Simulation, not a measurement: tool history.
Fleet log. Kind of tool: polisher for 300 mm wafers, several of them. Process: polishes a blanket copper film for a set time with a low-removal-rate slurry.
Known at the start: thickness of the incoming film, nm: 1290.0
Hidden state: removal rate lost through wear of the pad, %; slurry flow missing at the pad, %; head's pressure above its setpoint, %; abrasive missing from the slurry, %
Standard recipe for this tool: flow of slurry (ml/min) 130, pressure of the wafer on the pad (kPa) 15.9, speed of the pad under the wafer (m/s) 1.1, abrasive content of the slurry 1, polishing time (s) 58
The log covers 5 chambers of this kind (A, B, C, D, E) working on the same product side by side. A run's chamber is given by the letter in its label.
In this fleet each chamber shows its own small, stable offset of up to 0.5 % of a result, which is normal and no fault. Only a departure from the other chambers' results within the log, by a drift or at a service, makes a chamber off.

run	day	flow of slurry (ml/min)	pressure of the wafer on the pad (kPa)	speed of the pad under the wafer (m/s)	abrasive content of the slurry	polishing time (s)	wafers polished on this pad	hours since the slurry nozzle was cleaned	hours since the head pressure was calibrated	hours since the slurry blender was calibrated	film removed (nm)
# day 0.008: chamber C: slurry blender recalibrated
1B	0.304	130	15.9	1.1	1	58	765	410.9	108.3	223.5	167.03
# day 0.333: chamber E: worn pad replaced by a new one
2E	0.575	130	15.9	1.1	1	58	84	246.3	626.7	103.4	167.12
# day 0.738: chamber C: worn pad replaced by a new one
3C	1.029	130	15.9	1.1	1	58	102	88.4	555.6	24.5	166.89
# day 1.1: chamber B: worn pad replaced by a new one
4A	1.554	130	15.9	1.1	1	58	665	75.9	516	214.8	164.46
5D	1.812	130	15.9	1.1	1	58	751	69.7	773	88.9	166.7
6D	2.054	130	15.9	0.96	1	65	835	75.5	778.8	94.7	165.08
7A	2.529	130	15.9	0.96	1	65	1002	99.3	539.4	238.2	163.45
# day 2.696: chamber D: slurry blender recalibrated
8E	2.838	130	15.9	0.96	1	65	866	300.6	681	157.7	163
# day 3.238: chamber D: worn pad replaced by a new one
9B	3.258	130	15.9	0.96	1	65	747	481.8	179.2	294.4	162.19
# day 3.358: chamber B: slurry blender recalibrated
10C	3.717	130	15.9	0.96	1	65	1030	152.9	620.1	89	164.12
# day 3.867: chamber C: worn pad replaced by a new one
# day 3.979: chamber A: worn pad replaced by a new one
11C	3.983	130	15.9	1.1	1	58	40	159.3	626.5	95.4	165.71
# day 4.1: chamber B: worn pad replaced by a new one
12D	4.471	130	15.9	1.1	1	58	427	133.5	836.8	42.7	166.8
# day 4.625: chamber A: slurry blender recalibrated
# day 4.696: chamber E: worn pad replaced by a new one
13A	4.733	130	15.9	1.1	1	58	261	152.2	592.3	2.6	167.68
# day 4.771: chamber E: slurry nozzle cleaned
14E	5.179	130	15.9	1.1	1	58	167	9.8	737.2	213.9	165.51
15B	5.429	130	15.9	1.1	1	58	460	533.9	231.3	49.8	169.23
16E	5.821	130	15.9	1.1	1	58	389	25.2	752.6	229.3	166.94
17C	6.308	130	15.9	1.1	1	58	844	215.1	682.3	151.2	169.15
# day 6.446: chamber D: worn pad replaced by a new one
# day 6.454: chamber C: head pressure recalibrated
18A	6.638	130	15.9	1.1	1	58	919	197.9	638	48.3	168.2
# day 6.758: chamber E: head pressure recalibrated
19B	6.942	130	15.9	1.1	1	58	983	570.2	267.6	86.1	171.2
# day 6.983: chamber C: slurry nozzle cleaned
# day 7.288: chamber B: worn pad replaced by a new one
# day 7.35: chamber C: worn pad replaced by a new one
20D	7.392	130	15.9	1.1	1	58	327	203.6	906.9	112.8	168.61
# day 7.508: chamber D: slurry blender recalibrated
21C	7.754	130	15.9	1.1	1	58	141	18.5	31.2	185.9	165.57
22A	8.033	130	15.9	1.1	1	58	1401	231.4	671.5	81.8	167.54
23E	8.308	130	15.9	1.1	0.9	44	1249	84.9	37.2	289	122.7
# day 8.412: chamber A: worn pad replaced by a new one
# day 8.454: chamber E: worn pad replaced by a new one
24B	8.621	130	15.9	1.1	0.9	44	460	610.5	307.9	126.4	130.09
# day 9.004: chamber E: slurry blender recalibrated
25D	9.054	130	15.9	1.1	0.9	44	901	243.5	946.8	37.2	122.9
26B	9.35	130	15.9	1.1	0.9	44	712	628	325.4	143.9	128.12
27C	9.675	130	15.9	1.1	0.9	44	805	64.6	77.3	232	124.16
# day 9.867: chamber D: worn pad replaced by a new one
28A	9.938	130	15.9	1.1	1	58	528	277.1	717.2	127.5	164.98
29E	10.279	130	15.9	1.1	1	58	632	132.2	84.5	30.6	165.84
# day 10.771: chamber B: worn pad replaced by a new one
30D	10.788	130	15.9	1.1	1	58	318	285.1	988.4	78.8	167.6
# day 10.867: chamber C: worn pad replaced by a new one
31B	11.112	130	15.9	1.1	1	58	119	670.3	367.7	186.2	176.77
32D	11.638	130	15.9	1.1	1	58	612	305.5	1008.8	99.2	168.59
33C	12	130	15.9	1.1	1	58	392	120.4	133.1	287.8	169.26
# day 12.2: chamber E: worn pad replaced by a new one
34E	12.408	130	15.9	1.1	1	58	72	183.3	135.6	81.7	167.7
# day 12.629: chamber A: worn pad replaced by a new one
# day 12.675: chamber A: head pressure recalibrated
# day 12.717: chamber D: slurry blender recalibrated
35A	12.821	130	15.9	1.1	1	58	67	346.3	3.5	196.7	170.44
36D	13.217	130	15.9	1.1	1	58	1158	343.4	1046.7	12.1	167.1
37E	13.512	130	15.9	1.1	1	58	453	209.8	162.1	108.2	165.29
# day 13.588: chamber C: worn pad replaced by a new one
# day 13.688: chamber D: worn pad replaced by a new one
38B	14.046	130	15.9	1.1	1	58	1133	740.7	438.1	256.6	180.83
39C	14.388	90	15.9	1.1	1	46	277	177.7	190.4	345.1	121.72
40A	14.758	90	15.9	1.1	1	46	737	392.8	50	243.2	124.23
41E	15.146	90	15.9	1.1	1	46	1018	249	201.3	147.4	122.21
42D	15.404	90	15.9	1.1	1	46	593	395.9	1099.2	64.6	121.69

For the next run the whole fleet of 5 chambers uses the same settings. Give each chamber's results:
43A	15.788	130	15.9	1.1	1	65					?
43B	15.788	130	15.9	1.1	1	65					?
43C	15.788	130	15.9	1.1	1	65					?
43D	15.788	130	15.9	1.1	1	65					?
43E	15.788	130	15.9	1.1	1	65					?

run	film removed (nm)
43A	187.1
43B	202.84
43C	188.24
43D	189.31
43E	186.35
